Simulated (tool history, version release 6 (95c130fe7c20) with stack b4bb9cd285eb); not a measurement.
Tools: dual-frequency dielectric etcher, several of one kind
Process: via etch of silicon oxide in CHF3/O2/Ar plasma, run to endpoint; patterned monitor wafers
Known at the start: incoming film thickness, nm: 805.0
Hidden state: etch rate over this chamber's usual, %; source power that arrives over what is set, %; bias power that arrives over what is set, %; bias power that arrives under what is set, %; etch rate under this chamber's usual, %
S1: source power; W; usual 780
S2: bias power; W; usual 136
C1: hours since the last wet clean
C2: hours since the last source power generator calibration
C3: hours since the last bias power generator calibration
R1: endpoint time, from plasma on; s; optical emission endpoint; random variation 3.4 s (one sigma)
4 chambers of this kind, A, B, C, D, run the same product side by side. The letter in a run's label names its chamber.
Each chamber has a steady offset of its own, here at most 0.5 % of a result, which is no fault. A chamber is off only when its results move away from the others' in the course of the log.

run,hour,S1,S2,C1,C2,C3,R1
1B,7.1,780,136,206.5,69.9,3039,397.42
2C,17.5,780,136,202.5,3814.9,928.7,406.58
3D,26.4,780,136,461.3,967,3565,395.44
4A,31.4,780,136,162.6,1448.9,1062.8,396.79
5B,38.4,780,136,237.8,101.2,3070.3,406.9
6C,43.7,780,148,228.7,3841.1,954.9,387.31
# hour 44.4: chamber B: bias power generator calibrated
7A,48.3,780,148,179.5,1465.8,1079.7,391.47
8D,54.7,780,148,489.6,995.3,3593.3,393.73
9C,61.3,780,148,246.3,3858.7,972.5,384.79
# hour 64.7: chamber D: wet clean of the chamber
10B,67,780,136,266.4,129.8,22.6,405.99
11A,73.6,780,136,204.8,1491.1,1105,407.65
12D,79.4,780,136,14.7,1020,3618,397.9
13C,85,780,136,270,3882.4,996.2,399.87
14D,93.5,780,136,28.8,1034.1,3632.1,403.51
15B,101.6,780,136,301,164.4,57.2,403.99
16A,111.3,780,136,242.5,1528.8,1142.7,397.48
17C,118.3,780,136,303.3,3915.7,1029.5,406.56
18D,124.9,780,136,60.2,1065.5,3663.5,400.07
19B,130.3,780,136,329.7,193.1,85.9,398.15
20A,135.7,780,136,266.9,1553.2,1167.1,403.73
21B,142.4,780,136,341.8,205.2,98,399.31
22C,148.6,780,136,333.6,3946,1059.8,418.19
23A,156.3,780,136,287.5,1573.8,1187.7,398.71
24D,162.2,780,136,97.5,1102.8,3700.8,400.39
25A,169.8,780,136,301,1587.3,1201.2,392.92
26D,179.2,780,136,114.5,1119.8,3717.8,403.17
27B,185.8,780,136,385.2,248.6,141.4,400.28
28C,193.5,780,136,378.5,3990.9,1104.7,424.76
29D,199.4,780,136,134.7,1140,3738,401.07

Is one chamber off against the others, does the gauge drift, or is nothing wrong? If a chamber is off, say which, and what the likeliest cause is.

Chamber C drifts away from the others.
Cause: etch rate under this chamber's usual, % = 5.62.

Here are 4 candidates for chamber C's next run, each the usual settings with a change, their results left as question marks. Which one brings its results back in line with what the others give on the usual settings?
In line means no further than this from the other chambers' mean on the usual settings: R1 12 s
30C-1,207,890,136,,,,?
30C-2,207,660,120,,,,?
30C-3,207,1000,136,,,,?
30C-4,207,670,136,,,,?

The other chambers' mean on the usual settings: R1 400.8 s
run,R1
30C-1,402.44
30C-2,469.96
30C-3,384.48
30C-4,449.5
30C-1 brings the chamber back in line.
